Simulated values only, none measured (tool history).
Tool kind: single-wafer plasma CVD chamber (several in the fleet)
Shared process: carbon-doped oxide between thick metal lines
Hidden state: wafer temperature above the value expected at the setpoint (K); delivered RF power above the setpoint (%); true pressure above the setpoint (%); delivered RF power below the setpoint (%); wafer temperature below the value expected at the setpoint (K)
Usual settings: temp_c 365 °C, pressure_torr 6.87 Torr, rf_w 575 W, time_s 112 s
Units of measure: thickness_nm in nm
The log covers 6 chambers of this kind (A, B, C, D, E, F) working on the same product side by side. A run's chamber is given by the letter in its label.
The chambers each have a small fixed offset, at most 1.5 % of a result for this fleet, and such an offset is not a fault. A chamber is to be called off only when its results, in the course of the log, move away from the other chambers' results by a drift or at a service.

| run | day | temp_c | pressure_torr | rf_w | time_s | hours since the last thermocouple change | hours since the last RF generator calibration | hours since the last manometer calibration | read-back reference wafer on the same gauge, thickness_nm | thickness_nm |
|---|---|---|---|---|---|---|---|---|---|---|
| 1B | 0.379 | 365 | 6.87 | 575 | 112 | 2603.9 | 651.7 | 2075.5 | 497.14 | 613.37 |
| 2C | 0.996 | 365 | 6.87 | 575 | 112 | 653.9 | 737.6 | 158.7 | 497.19 | 616.52 |
|  | 1.096 | chamber A: thermocouple changed; heater temperature recalibrated |
| 3F | 1.617 | 365 | 6.87 | 575 | 112 | 756.2 | 571.0 | 1291.2 | 497.31 | 615.75 |
| 4A | 2.046 | 365 | 6.87 | 575 | 112 | 22.9 | 141.5 | 1565.7 | 497.52 | 622.33 |
| 5E | 2.517 | 365 | 6.87 | 575 | 112 | 1805.2 | 1175.7 | 886.2 | 497.42 | 621.54 |
| 6D | 3.021 | 365 | 6.87 | 575 | 112 | 556.2 | 158.4 | 194.9 | 497.48 | 626.12 |
| 7B | 3.529 | 370 | 6.87 | 670 | 112 | 2679.5 | 727.3 | 2151.1 | 497.58 | 664.86 |
| 8E | 4.104 | 370 | 6.87 | 670 | 112 | 1843.3 | 1213.8 | 924.3 | 497.59 | 672.84 |
| 9A | 4.550 | 370 | 6.87 | 670 | 112 | 83.0 | 201.6 | 1625.8 | 497.76 | 673.33 |
|  | 4.812 | chamber E: RF generator calibrated |
| 10C | 4.958 | 370 | 6.87 | 670 | 112 | 749.0 | 832.7 | 253.8 | 497.65 | 666.06 |
|  | 5.408 | chamber B: capacitance manometer re-zeroed and calibrated |
| 11F | 5.492 | 370 | 6.87 | 670 | 112 | 849.2 | 664.0 | 1384.2 | 497.89 | 669.29 |
| 12D | 5.871 | 370 | 6.87 | 670 | 112 | 624.6 | 226.8 | 263.3 | 498.07 | 677.14 |
| 13C | 6.358 | 365 | 6.87 | 575 | 112 | 782.6 | 866.3 | 287.4 | 498.11 | 615.70 |
| 14E | 6.658 | 365 | 6.87 | 575 | 112 | 1904.6 | 44.4 | 985.6 | 498.28 | 622.12 |
| 15F | 7.050 | 365 | 6.87 | 575 | 112 | 886.6 | 701.4 | 1421.6 | 497.97 | 618.31 |
| 16D | 7.392 | 365 | 6.87 | 575 | 112 | 661.1 | 263.3 | 299.8 | 498.05 | 625.49 |
|  | 7.442 | chamber E: thermocouple changed; heater temperature recalibrated |
| 17B | 7.850 | 365 | 6.87 | 575 | 112 | 2783.2 | 831.0 | 58.6 | 498.07 | 615.16 |
| 18A | 8.358 | 372 | 6.87 | 575 | 112 | 174.4 | 293.0 | 1717.2 | 498.27 | 614.66 |
|  | 8.446 | chamber F: capacitance manometer re-zeroed and calibrated |
| 19F | 8.896 | 372 | 6.87 | 575 | 112 | 930.9 | 745.7 | 10.8 | 498.48 | 608.79 |
|  | 9.142 | chamber B: RF generator calibrated |
| 20D | 9.533 | 372 | 6.87 | 575 | 112 | 712.5 | 314.7 | 351.2 | 498.45 | 616.91 |
|  | 9.562 | chamber A: capacitance manometer re-zeroed and calibrated |
| 21A | 10.075 | 372 | 6.87 | 575 | 112 | 215.6 | 334.2 | 12.4 | 498.69 | 612.91 |
| 22E | 10.621 | 372 | 6.87 | 575 | 112 | 76.3 | 139.5 | 1080.7 | 498.44 | 614.56 |
|  | 10.925 | chamber B: thermocouple changed; heater temperature recalibrated |
| 23B | 11.096 | 372 | 6.87 | 575 | 112 | 4.1 | 46.9 | 136.5 | 498.66 | 606.90 |
| 24C | 11.417 | 365 | 6.87 | 505 | 112 | 904.0 | 987.7 | 408.8 | 498.83 | 568.81 |
| 25F | 11.775 | 365 | 6.87 | 505 | 112 | 1000.0 | 814.8 | 79.9 | 498.77 | 570.85 |
| 26D | 12.154 | 365 | 6.87 | 505 | 112 | 775.4 | 377.6 | 414.1 | 499.03 | 580.13 |
| 27B | 12.771 | 365 | 6.87 | 505 | 112 | 44.3 | 87.1 | 176.7 | 499.00 | 568.81 |
| 28A | 13.388 | 365 | 6.87 | 505 | 112 | 295.1 | 413.7 | 91.9 | 499.12 | 578.12 |
| 29C | 13.925 | 365 | 6.87 | 505 | 112 | 964.2 | 1047.9 | 469.0 | 499.35 | 570.46 |
| 30E | 14.575 | 365 | 6.87 | 575 | 112 | 171.2 | 234.4 | 1175.6 | 499.27 | 624.84 |
| 31B | 15.054 | 365 | 6.87 | 575 | 112 | 99.1 | 141.9 | 231.5 | 499.28 | 617.20 |
| 32F | 15.404 | 365 | 6.87 | 575 | 112 | 1087.1 | 901.9 | 167.0 | 499.54 | 620.41 |
| 33E | 15.950 | 365 | 6.87 | 575 | 112 | 204.2 | 267.4 | 1208.6 | 499.53 | 622.99 |
| 34D | 16.383 | 365 | 6.87 | 575 | 112 | 876.9 | 479.1 | 515.6 | 499.63 | 629.84 |
| 35C | 17.008 | 365 | 6.87 | 575 | 112 | 1038.2 | 1121.9 | 543.0 | 499.66 | 617.81 |
| 36A | 17.354 | 365 | 6.87 | 575 | 112 | 390.3 | 508.9 | 187.1 | 499.83 | 624.59 |
| 37E | 17.742 | 365 | 6.87 | 575 | 112 | 247.2 | 310.4 | 1251.6 | 499.88 | 625.60 |
| 38C | 18.275 | 365 | 6.87 | 575 | 112 | 1068.6 | 1152.3 | 573.4 | 499.84 | 617.42 |
| 39A | 18.783 | 365 | 6.87 | 575 | 112 | 424.6 | 543.2 | 221.4 | 499.99 | 627.05 |
| 40B | 19.225 | 365 | 7.72 | 500 | 112 | 199.2 | 242.0 | 331.6 | 499.98 | 572.73 |

One chamber off, gauge drift, or nothing amiss beyond the chambers' own small offsets? If it is a chamber, which one, and what is the likeliest cause?

It is the gauge, not a chamber: its drift shows up in every chamber's results at once, and no chamber is off.
Likeliest cause: gauge reads high (%) = 0.638.
